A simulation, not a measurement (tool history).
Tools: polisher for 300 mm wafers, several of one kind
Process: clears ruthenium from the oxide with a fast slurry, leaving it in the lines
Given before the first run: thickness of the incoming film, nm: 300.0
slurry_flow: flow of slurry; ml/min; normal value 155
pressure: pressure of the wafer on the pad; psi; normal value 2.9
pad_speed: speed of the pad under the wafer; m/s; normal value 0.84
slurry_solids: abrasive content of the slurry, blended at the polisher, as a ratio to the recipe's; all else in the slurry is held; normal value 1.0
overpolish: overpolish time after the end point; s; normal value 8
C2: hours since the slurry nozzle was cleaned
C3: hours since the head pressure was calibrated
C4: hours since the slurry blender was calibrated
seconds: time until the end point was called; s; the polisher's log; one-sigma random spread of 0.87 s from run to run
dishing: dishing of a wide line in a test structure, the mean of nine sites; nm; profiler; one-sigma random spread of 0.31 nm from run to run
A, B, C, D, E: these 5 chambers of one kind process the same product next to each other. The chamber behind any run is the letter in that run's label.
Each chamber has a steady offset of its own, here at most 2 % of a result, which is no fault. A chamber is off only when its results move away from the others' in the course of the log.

run 1D hour=15.1 | slurry_flow=155 pressure=2.9 pad_speed=0.84 slurry_solids=1.0 overpolish=8 | wafers_polished_on_this_pad=1232 C2=583.5 C3=39.9 C4=220.9 | seconds=99.636 dishing=20.223
run 2E hour=22.9 | slurry_flow=155 pressure=2.9 pad_speed=0.84 slurry_solids=1.0 overpolish=8 | wafers_polished_on_this_pad=445 C2=125.4 C3=547.2 C4=60.9 | seconds=100.130 dishing=20.982
-- hour=23.2 chamber A: slurry nozzle cleaned
-- hour=29.2 chamber E: worn pad replaced by a new one
-- hour=35.8 chamber D: worn pad replaced by a new one
run 3C hour=36.7 | slurry_flow=155 pressure=2.9 pad_speed=0.84 slurry_solids=1.0 overpolish=8 | wafers_polished_on_this_pad=331 C2=187.3 C3=1209.7 C4=437.7 | seconds=103.720 dishing=20.157
-- hour=40.2 chamber A: worn pad replaced by a new one
run 4A hour=50.8 | slurry_flow=155 pressure=2.9 pad_speed=0.84 slurry_solids=1.0 overpolish=8 | wafers_polished_on_this_pad=84 C2=27.6 C3=139.0 C4=227.1 | seconds=102.710 dishing=20.480
-- hour=51.4 chamber B: worn pad replaced by a new one
-- hour=56.2 chamber C: slurry blender recalibrated
run 5B hour=63.5 | slurry_flow=155 pressure=2.9 pad_speed=0.84 slurry_solids=1.0 overpolish=8 | wafers_polished_on_this_pad=96 C2=407.2 C3=118.4 C4=103.1 | seconds=98.693 dishing=20.782
run 6E hour=78.1 | slurry_flow=155 pressure=2.9 pad_speed=0.84 slurry_solids=1.0 overpolish=8 | wafers_polished_on_this_pad=390 C2=180.6 C3=602.4 C4=116.1 | seconds=100.410 dishing=20.286
run 7A hour=92.4 | slurry_flow=125 pressure=2.9 pad_speed=0.84 slurry_solids=1.0 overpolish=10 | wafers_polished_on_this_pad=416 C2=69.2 C3=180.6 C4=268.7 | seconds=103.060 dishing=24.314
run 8C hour=103.8 | slurry_flow=125 pressure=2.9 pad_speed=0.84 slurry_solids=1.0 overpolish=10 | wafers_polished_on_this_pad=866 C2=254.4 C3=1276.8 C4=47.6 | seconds=107.640 dishing=24.162
-- hour=110.8 chamber E: worn pad replaced by a new one
-- hour=114.9 chamber A: worn pad replaced by a new one
-- hour=115.2 chamber B: worn pad replaced by a new one
run 9D hour=120.2 | slurry_flow=125 pressure=2.9 pad_speed=0.84 slurry_solids=1.0 overpolish=10 | wafers_polished_on_this_pad=673 C2=688.6 C3=145.0 C4=326.0 | seconds=104.660 dishing=23.714
run 10B hour=133.3 | slurry_flow=125 pressure=2.9 pad_speed=0.84 slurry_solids=1.0 overpolish=10 | wafers_polished_on_this_pad=144 C2=477.0 C3=188.2 C4=172.9 | seconds=104.690 dishing=23.745
run 11A hour=142.3 | slurry_flow=125 pressure=2.9 pad_speed=0.84 slurry_solids=1.0 overpolish=10 | wafers_polished_on_this_pad=218 C2=119.1 C3=230.5 C4=318.6 | seconds=106.460 dishing=24.103
run 12D hour=156.0 | slurry_flow=195 pressure=2.9 pad_speed=0.84 slurry_solids=1.2 overpolish=8 | wafers_polished_on_this_pad=958 C2=724.4 C3=180.8 C4=361.8 | seconds=90.415 dishing=22.360
-- hour=156.4 chamber E: slurry blender recalibrated
-- hour=156.5 chamber D: slurry nozzle cleaned
-- hour=158.2 chamber C: worn pad replaced by a new one
run 13E hour=172.2 | slurry_flow=195 pressure=2.9 pad_speed=0.84 slurry_solids=1.2 overpolish=8 | wafers_polished_on_this_pad=490 C2=274.7 C3=696.5 C4=15.8 | seconds=91.515 dishing=22.168
-- hour=177.5 chamber C: head pressure recalibrated
-- hour=181.4 chamber B: worn pad replaced by a new one
run 14C hour=183.2 | slurry_flow=195 pressure=2.9 pad_speed=0.84 slurry_solids=1.2 overpolish=8 | wafers_polished_on_this_pad=199 C2=333.8 C3=5.8 C4=127.0 | seconds=92.316 dishing=23.064
-- hour=183.5 chamber E: worn pad replaced by a new one
-- hour=187.9 chamber A: worn pad replaced by a new one
run 15B hour=192.0 | slurry_flow=195 pressure=2.9 pad_speed=0.84 slurry_solids=1.2 overpolish=8 | wafers_polished_on_this_pad=85 C2=535.7 C3=246.9 C4=231.6 | seconds=88.335 dishing=21.867
-- hour=200.2 chamber B: slurry blender recalibrated
-- hour=203.6 chamber D: worn pad replaced by a new one
run 16C hour=208.2 | slurry_flow=195 pressure=2.9 pad_speed=0.84 slurry_solids=1.2 overpolish=8 | wafers_polished_on_this_pad=398 C2=358.8 C3=30.8 C4=152.0 | seconds=91.058 dishing=22.894
run 17A hour=223.7 | slurry_flow=155 pressure=2.9 pad_speed=0.84 slurry_solids=1.0 overpolish=8 | wafers_polished_on_this_pad=285 C2=200.5 C3=311.9 C4=400.0 | seconds=101.250 dishing=20.368
run 18B hour=231.4 | slurry_flow=155 pressure=2.9 pad_speed=0.84 slurry_solids=1.0 overpolish=8 | wafers_polished_on_this_pad=399 C2=575.1 C3=286.3 C4=31.2 | seconds=99.839 dishing=20.320
-- hour=242.3 chamber D: slurry blender recalibrated
run 19E hour=243.8 | slurry_flow=155 pressure=2.9 pad_speed=0.84 slurry_solids=1.0 overpolish=8 | wafers_polished_on_this_pad=481 C2=346.3 C3=768.1 C4=87.4 | seconds=105.170 dishing=18.822
-- hour=249.3 chamber B: worn pad replaced by a new one
run 20D hour=253.8 | slurry_flow=155 pressure=2.9 pad_speed=0.84 slurry_solids=1.0 overpolish=8 | wafers_polished_on_this_pad=401 C2=97.3 C3=278.6 C4=11.5 | seconds=100.340 dishing=20.440
-- hour=256.9 chamber A: worn pad replaced by a new one
-- hour=258.8 chamber E: worn pad replaced by a new one
run 21B hour=266.4 | slurry_flow=155 pressure=2.9 pad_speed=0.84 slurry_solids=1.0 overpolish=8 | wafers_polished_on_this_pad=136 C2=610.1 C3=321.3 C4=66.2 | seconds=100.170 dishing=19.630
run 22A hour=275.4 | slurry_flow=155 pressure=2.9 pad_speed=0.84 slurry_solids=1.0 overpolish=8 | wafers_polished_on_this_pad=148 C2=252.2 C3=363.6 C4=451.7 | seconds=101.330 dishing=20.031
-- hour=281.4 chamber A: slurry nozzle cleaned
run 23E hour=285.6 | slurry_flow=155 pressure=2.9 pad_speed=0.84 slurry_solids=1.0 overpolish=8 | wafers_polished_on_this_pad=213 C2=388.1 C3=809.9 C4=129.2 | seconds=105.500 dishing=19.200
run 24D hour=297.9 | slurry_flow=155 pressure=2.9 pad_speed=0.84 slurry_solids=1.0 overpolish=8 | wafers_polished_on_this_pad=752 C2=141.4 C3=322.7 C4=55.6 | seconds=101.460 dishing=20.485
run 25C hour=305.4 | slurry_flow=155 pressure=2.9 pad_speed=0.84 slurry_solids=1.0 overpolish=8 | wafers_polished_on_this_pad=1174 C2=456.0 C3=128.0 C4=249.2 | seconds=102.610 dishing=21.082
run 26E hour=313.0 | slurry_flow=155 pressure=2.9 pad_speed=0.84 slurry_solids=1.0 overpolish=8 | wafers_polished_on_this_pad=432 C2=415.5 C3=837.3 C4=156.6 | seconds=106.100 dishing=18.940
-- hour=322.3 chamber B: worn pad replaced by a new one
run 27C hour=324.2 | slurry_flow=155 pressure=2.9 pad_speed=0.84 slurry_solids=1.0 overpolish=8 | wafers_polished_on_this_pad=1324 C2=474.8 C3=146.8 C4=268.0 | seconds=103.270 dishing=20.270
-- hour=326.7 chamber A: worn pad replaced by a new one
run 28A hour=339.3 | slurry_flow=155 pressure=2.9 pad_speed=0.84 slurry_solids=1.0 overpolish=8 | wafers_polished_on_this_pad=101 C2=57.9 C3=427.5 C4=515.6 | seconds=101.610 dishing=20.470
run 29D hour=348.2 | slurry_flow=155 pressure=2.9 pad_speed=0.84 slurry_solids=1.0 overpolish=8 | wafers_polished_on_this_pad=1154 C2=191.7 C3=373.0 C4=105.9 | seconds=100.140 dishing=19.871
run 30B hour=355.5 | slurry_flow=155 pressure=2.9 pad_speed=0.84 slurry_solids=1.0 overpolish=8 | wafers_polished_on_this_pad=265 C2=699.2 C3=410.4 C4=155.3 | seconds=100.190 dishing=20.482

Decide between three cases: one chamber stands off from its peers, the gauge reading all wafers drifts, or nothing is wrong past each chamber's small offset. Where a chamber is off, say which and what most likely put it there.

One chamber, E, drifts off from the rest bit by bit.
Cause: head's pressure below its setpoint, % = 7.31.
With only this log, it may be confused with: slurry flow missing at the pad, %.

Below are 4 candidate recipes for chamber E's next run, each the usual settings with a change, their results shown as question marks. Which of them brings E's results back in line with what the other chambers give on the usual settings?
In-line tolerance around the mean of the other chambers on the usual settings: seconds 3.000 s; dishing 1.100 nm
run 31E-1 hour=367.2 | slurry_flow=155 pressure=3.0 pad_speed=0.86 slurry_solids=1.0 overpolish=8 | seconds=? dishing=?
run 31E-2 hour=367.2 | slurry_flow=155 pressure=3.1 pad_speed=0.88 slurry_solids=1.0 overpolish=8 | seconds=? dishing=?
run 31E-3 hour=367.2 | slurry_flow=155 pressure=2.7 pad_speed=0.80 slurry_solids=1.0 overpolish=8 | seconds=? dishing=?
run 31E-4 hour=367.2 | slurry_flow=155 pressure=2.8 pad_speed=0.82 slurry_solids=1.0 overpolish=8 | seconds=? dishing=?

On the usual settings, the other chambers give on average: seconds 101.360 s; dishing 20.335 nm
run=31E-1 seconds=102.430 dishing=20.081
run=31E-2 seconds=96.908 dishing=21.154
run=31E-3 seconds=122.200 dishing=16.995
run=31E-4 seconds=115.010 dishing=18.001
31E-1 is the one that brings the chamber's results back in line with the other chambers.
